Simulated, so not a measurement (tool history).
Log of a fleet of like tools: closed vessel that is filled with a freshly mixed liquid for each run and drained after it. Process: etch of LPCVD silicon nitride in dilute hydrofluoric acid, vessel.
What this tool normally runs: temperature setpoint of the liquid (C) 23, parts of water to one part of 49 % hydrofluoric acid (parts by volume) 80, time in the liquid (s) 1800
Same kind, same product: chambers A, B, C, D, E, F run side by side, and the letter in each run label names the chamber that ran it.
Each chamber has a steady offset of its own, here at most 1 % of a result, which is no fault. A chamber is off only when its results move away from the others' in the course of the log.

run     day  temperature setpoint of the liquid (C)  parts of water to one part of 49 % hydrofluoric acid (parts by volume)  time in the liquid (s)  read-back film thickness of the LPCVD silicon nitride reference wafer, read on the same gauge (nm)  thickness taken off the LPCVD silicon nitride on a monitor wafer (nm)
 1C   0.217                                      23                                                                      80                    1800                                                                                              149.97                                                                 11.423
 2F   0.421                                      23                                                                      80                    1800                                                                                              150.01                                                                 11.377
 3D   0.596                                      23                                                                      80                    1800                                                                                                 150                                                                 11.448
 4B   0.804                                      23                                                                      80                    1800                                                                                              150.01                                                                 11.521
 5A   1.079                                      23                                                                      80                    1800                                                                                              149.98                                                                 11.365
 6E   1.442                                      23                                                                      80                    2230                                                                                              149.98                                                                 14.286
 7D   1.679                                      23                                                                      80                    2230                                                                                                 150                                                                  14.18
 8A   1.892                                      23                                                                      80                    2230                                                                                                 150                                                                 14.154
 9C   2.225                                      23                                                                      80                    2230                                                                                              149.99                                                                  14.05
10E   2.433                                      23                                                                      80                    2230                                                                                              150.01                                                                 14.338
11B   2.796                                      23                                                                      80                    2230                                                                                              150.01                                                                 14.231
12F   2.958                                      23                                                                      80                    1800                                                                                                 150                                                                  11.21
13E   3.308                                      23                                                                      80                    1800                                                                                                 150                                                                 11.603
14A   3.654                                      23                                                                      80                    1800                                                                                              149.99                                                                 11.404
15D   3.917                                      23                                                                      80                    1800                                                                                              149.99                                                                 11.331
16F    4.15                                      23                                                                      80                    1800                                                                                                 150                                                                 11.259
17B   4.383                                      19                                                                      65                    1800                                                                                              149.99                                                                 10.778
18C   4.579                                      19                                                                      65                    1800                                                                                                 150                                                                 10.595
19E   4.742                                      19                                                                      65                    1800                                                                                              149.96                                                                 10.757
20F   4.992                                      19                                                                      65                    1800                                                                                              150.01                                                                 10.561
21D   5.154                                      19                                                                      65                    1800                                                                                                 150                                                                 10.585
22A   5.421                                      19                                                                      65                    1800                                                                                              150.02                                                                 10.621
23C   5.646                                      23                                                                      80                    1800                                                                                              149.97                                                                  11.37
24B   5.838                                      23                                                                      80                    1800                                                                                              149.99                                                                 11.439
25F   6.067                                      23                                                                      80                    1800                                                                                              150.02                                                                 11.349
26B   6.271                                      23                                                                      80                    1800                                                                                              150.01                                                                  11.39
27A   6.546                                      23                                                                      80                    1800                                                                                                 150                                                                 11.499
28E     6.8                                      23                                                                      80                    1800                                                                                              149.99                                                                 11.501
29C   7.017                                      23                                                                      80                    1800                                                                                                 150                                                                 11.356
      7.242  -- chamber B: hydrofluoric acid flow meter replaced
30D   7.288                                      23                                                                      80                    1800                                                                                                 150                                                                 11.477
31D   7.625                                      23                                                                      80                    1800                                                                                              149.99                                                                 11.348
32F   7.808                                      23                                                                      80                    1800                                                                                              149.98                                                                 11.303
33B   7.979                                      23                                                                      50                    1800                                                                                              150.01                                                                 18.148
      8.075  -- chamber D: hydrofluoric acid flow meter replaced
34E   8.321                                      23                                                                      50                    1800                                                                                              150.02                                                                 18.216
35C   8.554                                      23                                                                      50                    1800                                                                                              149.98                                                                 18.329
36A   8.821                                      23                                                                      50                    1800                                                                                              149.99                                                                 18.357
37C   9.121                                      23                                                                      50                    1800                                                                                              149.99                                                                 18.478
38B   9.354                                      23                                                                      50                    1800                                                                                              150.02                                                                 18.259
39D   9.667                                      23                                                                      80                    1800                                                                                              150.01                                                                 11.491
40E   9.858                                      23                                                                      80                    1145                                                                                              149.99                                                                 7.2857
41F  10.088                                      23                                                                      80                    1145                                                                                              150.01                                                                 7.2061
42A  10.321                                      23                                                                      80                    1145                                                                                              150.01                                                                 7.2795

All 6 chambers run these settings next. Forecast each chamber's results:
43A  10.592                                      23                                                                      80                    1800                                                                                                                                                                          ?
43B  10.592                                      23                                                                      80                    1800                                                                                                                                                                          ?
43C  10.592                                      23                                                                      80                    1800                                                                                                                                                                          ?
43D  10.592                                      23                                                                      80                    1800                                                                                                                                                                          ?
43E  10.592                                      23                                                                      80                    1800                                                                                                                                                                          ?
43F  10.592                                      23                                                                      80                    1800                                                                                                                                                                          ?

run  thickness taken off the LPCVD silicon nitride on a monitor wafer (nm)
43A                                                                 11.415
43B                                                                 11.412
43C                                                                 11.333
43D                                                                 11.438
43E                                                                 11.392
43F                                                                 11.229
